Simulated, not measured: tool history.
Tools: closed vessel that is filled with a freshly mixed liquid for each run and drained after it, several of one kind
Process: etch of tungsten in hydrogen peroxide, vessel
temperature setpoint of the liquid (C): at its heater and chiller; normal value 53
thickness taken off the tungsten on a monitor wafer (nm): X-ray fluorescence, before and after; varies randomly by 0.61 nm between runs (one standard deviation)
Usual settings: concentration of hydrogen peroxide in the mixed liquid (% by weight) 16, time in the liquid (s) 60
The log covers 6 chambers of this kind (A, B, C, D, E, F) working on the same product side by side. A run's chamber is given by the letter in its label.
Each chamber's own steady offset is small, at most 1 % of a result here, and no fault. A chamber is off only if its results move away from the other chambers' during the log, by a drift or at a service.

run	hour	temperature setpoint of the liquid (C)	concentration of hydrogen peroxide in the mixed liquid (% by weight)	time in the liquid (s)	read-back film thickness of the tungsten reference wafer, read on the same gauge (nm)	thickness taken off the tungsten on a monitor wafer (nm)
# hour 3: chamber C: peroxide flow meter replaced
# hour 3.7: chamber F: new drum of peroxide connected
1F	4.4	53	16	60	100.01	73.438
2A	11.3	53	16	60	99.982	73.658
# hour 13.4: chamber B: new drum of peroxide connected
3B	19.1	53	16	60	100	73.832
4C	23.6	53	16	60	99.987	72.672
5E	31.4	53	16	60	99.999	72.445
6D	39.7	53	16	60	99.983	72.65
7E	48	53	16	60	99.972	72.687
8D	53.5	53	16	60	99.995	71.826
9B	58.6	53	16	60	99.975	73.065
10C	64.1	53	16	60	99.993	73.775
11A	70.8	53	16	60	100.01	72.705
12F	76.9	53	19	30	99.979	39.614
13A	83	53	19	30	100.02	39.65
14D	91.5	53	19	30	100.01	39.038
15B	96.2	53	19	30	99.973	39.823
16F	102.6	53	19	30	99.99	39.95
17E	110.1	53	19	30	99.968	39.18
18C	117.6	45.5	16	40	99.993	30.655
19E	125.2	45.5	16	40	100.01	30.098
20A	132.1	45.5	16	40	99.983	30.481
# hour 132.7: chamber B: peroxide flow meter replaced
21F	139.6	45.5	16	40	99.998	30.414
22D	143.4	45.5	16	40	100.02	29.706
23B	151.3	45.5	16	40	100.02	31.236
24C	155.8	53	16	60	99.973	72.51
25F	160.7	53	16	60	99.993	72.826
26C	165.2	53	16	60	99.993	72.88
# hour 166.1: chamber C: new drum of peroxide connected
27E	173.5	53	16	60	100.01	72.627
28B	179.7	53	16	60	100.02	72.799
29A	187.7	53	16	60	99.975	74.293
30D	191.9	53	16	60	99.979	67.985
# hour 195.1: chamber E: thermometer replaced
31E	197.3	53	16	60	99.999	72.595
32F	203	53	16	60	100.01	73.102
33C	206.9	53	16	60	99.991	72.112
34D	211.1	53	16	60	100.04	67.62
35A	214.8	53	16	60	100	72.656
36B	219.9	53	16	60	100.01	72.499
37F	223.7	53	16	60	99.987	72.436
38E	227.5	53	16	60	100.02	72.958
39C	235.2	53	16	60	100	72.677
# hour 236.9: chamber A: peroxide flow meter replaced
40A	239.1	53	16	60	100.03	71.844
41B	243.8	53	16	60	100.01	72.8
42D	248.7	53	16	60	99.989	66.619
43E	257	53	16	60	99.979	72.489

Has any chamber moved away from the others, gradually or after a service, or does the common gauge drift, or do the chambers differ only by their own small steady offsets? State the chamber and the most likely cause if one applies.

One chamber, D, drifts off from the rest bit by bit.
What lies behind it: liquid colder than its thermometer reads (K) = 1.33.

Below are 4 candidate recipes for chamber D's next run, each the usual settings with a change, their results shown as question marks. Which of them brings D's results back in line with what the other chambers give on the usual settings?
To be in line, a result may differ from the other chambers' mean on the usual settings by at most: thickness taken off the tungsten on a monitor wafer (nm) 2.1
44D-1	263.1	54.5	16	60		?
44D-2	263.1	52	16	55		?
44D-3	263.1	51.5	16	60		?
44D-4	263.1	54	16	65		?

The other chambers' mean on the usual settings: thickness taken off the tungsten on a monitor wafer (nm) 72.779
run	thickness taken off the tungsten on a monitor wafer (nm)
44D-1	73.525
44D-2	58.057
44D-3	61.471
44D-4	77.344
44D-1 puts the chamber back in line with the other chambers.
